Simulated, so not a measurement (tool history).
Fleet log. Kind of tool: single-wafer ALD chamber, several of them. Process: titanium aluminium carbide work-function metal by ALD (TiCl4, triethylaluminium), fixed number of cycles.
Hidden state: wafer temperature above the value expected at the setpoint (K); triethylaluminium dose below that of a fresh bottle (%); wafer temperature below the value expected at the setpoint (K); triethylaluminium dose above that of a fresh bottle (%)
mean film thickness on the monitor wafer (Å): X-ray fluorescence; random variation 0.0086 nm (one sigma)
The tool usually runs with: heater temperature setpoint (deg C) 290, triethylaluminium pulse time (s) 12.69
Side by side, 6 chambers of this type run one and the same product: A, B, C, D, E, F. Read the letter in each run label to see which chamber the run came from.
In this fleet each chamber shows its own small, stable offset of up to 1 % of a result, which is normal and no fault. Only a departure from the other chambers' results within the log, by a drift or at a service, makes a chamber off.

| run | hour | heater temperature setpoint (deg C) | triethylaluminium pulse time (s) | hours since the last thermocouple change | hours since the last triethylaluminium bottle change | read-back reference wafer on the same gauge, thickness_nm | mean film thickness on the monitor wafer (Å) |
|---|---|---|---|---|---|---|---|
| 1B | 8.6 | 290 | 12.69 | 498.9 | 382.7 | 2.0591 | 19.591 |
| 2A | 13.6 | 290 | 12.69 | 632.2 | 268.6 | 2.0598 | 19.612 |
| 3D | 20.4 | 290 | 12.69 | 849.3 | 1025.9 | 2.058 | 19.413 |
| 4F | 24.6 | 290 | 12.69 | 52.1 | 226.3 | 2.0609 | 19.379 |
| 5E | 31.1 | 290 | 12.69 | 3105.7 | 111.9 | 2.0599 | 19.582 |
| 6C | 36.6 | 290 | 12.69 | 546.2 | 515.8 | 2.0584 | 19.446 |
| 7F | 42.2 | 290 | 12.69 | 69.7 | 243.9 | 2.0575 | 19.435 |
| 8D | 50.8 | 290 | 12.69 | 879.7 | 1056.3 | 2.0607 | 19.421 |
| 9A | 57.6 | 290 | 12.69 | 676.2 | 312.6 | 2.0596 | 19.583 |
| 10E | 64 | 290 | 12.69 | 3138.6 | 144.8 | 2.0606 | 19.347 |
| 11C | 68.8 | 278 | 14.25 | 578.4 | 548 | 2.0609 | 18.615 |
| 12B | 77.6 | 278 | 14.25 | 567.9 | 451.7 | 2.0597 | 18.573 |
| 13A | 82.9 | 278 | 14.25 | 701.5 | 337.9 | 2.0583 | 18.629 |
| 14F | 91.7 | 278 | 14.25 | 119.2 | 293.4 | 2.0589 | 18.598 |
| 15B | 99.7 | 278 | 14.25 | 590 | 473.8 | 2.0619 | 18.547 |
| 16D | 106.2 | 278 | 14.25 | 935.1 | 1111.7 | 2.0596 | 18.465 |
| 17E | 110.4 | 290 | 12.69 | 3185 | 191.2 | 2.0605 | 19.31 |
| 18C | 118.4 | 290 | 12.69 | 628 | 597.6 | 2.0585 | 19.314 |
| 19A | 125.4 | 290 | 12.69 | 744 | 380.4 | 2.0612 | 19.616 |
|  | 127.2 | chamber B: triethylaluminium bottle replaced |
| 20F | 129.8 | 290 | 12.69 | 157.3 | 331.5 | 2.0599 | 19.336 |
| 21B | 134.6 | 290 | 12.69 | 624.9 | 7.4 | 2.0591 | 19.685 |
| 22D | 141.1 | 290 | 12.69 | 970 | 1146.6 | 2.0607 | 19.549 |
| 23E | 145.9 | 290 | 12.69 | 3220.5 | 226.7 | 2.062 | 19.387 |
| 24C | 150.3 | 290 | 12.69 | 659.9 | 629.5 | 2.0585 | 19.471 |
| 25B | 159 | 302 | 12.69 | 649.3 | 31.8 | 2.0606 | 20.493 |
| 26C | 164.5 | 302 | 12.69 | 674.1 | 643.7 | 2.0606 | 20.553 |
| 27A | 170.1 | 302 | 12.69 | 788.7 | 425.1 | 2.0609 | 20.722 |
| 28E | 177 | 302 | 12.69 | 3251.6 | 257.8 | 2.0607 | 20.257 |
| 29D | 183.9 | 302 | 12.69 | 1012.8 | 1189.4 | 2.061 | 20.477 |
| 30F | 189 | 302 | 12.69 | 216.5 | 390.7 | 2.062 | 20.47 |
|  | 192.9 | chamber E: thermocouple changed; heater temperature recalibrated |
| 31D | 194.2 | 290 | 12.69 | 1023.1 | 1199.7 | 2.0601 | 19.192 |
|  | 195.9 | chamber D: triethylaluminium bottle replaced |
| 32C | 200 | 290 | 17.13 | 709.6 | 679.2 | 2.0607 | 19.56 |
| 33B | 206.5 | 290 | 17.13 | 696.8 | 79.3 | 2.0583 | 19.677 |
| 34F | 213.4 | 290 | 17.13 | 240.9 | 415.1 | 2.0616 | 19.748 |
| 35E | 220.3 | 290 | 17.13 | 27.4 | 301.1 | 2.0598 | 19.546 |
| 36A | 226.5 | 290 | 17.13 | 845.1 | 481.5 | 2.0602 | 19.817 |
| 37A | 232.8 | 290 | 17.13 | 851.4 | 487.8 | 2.0586 | 19.745 |
| 38F | 237.3 | 290 | 12.69 | 264.8 | 439 | 2.0622 | 19.441 |
| 39B | 245.4 | 290 | 12.69 | 735.7 | 118.2 | 2.0612 | 19.694 |
| 40D | 250.1 | 298 | 10.38 | 1079 | 54.2 | 2.0614 | 19.815 |

Each of the 6 chambers runs these same settings next. Fill in every chamber's results:
| 41A | 256.5 | 290 | 17.23 |  |  |  | ? |
| 41B | 256.5 | 290 | 17.23 |  |  |  | ? |
| 41C | 256.5 | 290 | 17.23 |  |  |  | ? |
| 41D | 256.5 | 290 | 17.23 |  |  |  | ? |
| 41E | 256.5 | 290 | 17.23 |  |  |  | ? |
| 41F | 256.5 | 290 | 17.23 |  |  |  | ? |

| run | mean film thickness on the monitor wafer (Å) |
|---|---|
| 41A | 19.853 |
| 41B | 19.692 |
| 41C | 19.615 |
| 41D | 19.77 |
| 41E | 19.482 |
| 41F | 19.729 |

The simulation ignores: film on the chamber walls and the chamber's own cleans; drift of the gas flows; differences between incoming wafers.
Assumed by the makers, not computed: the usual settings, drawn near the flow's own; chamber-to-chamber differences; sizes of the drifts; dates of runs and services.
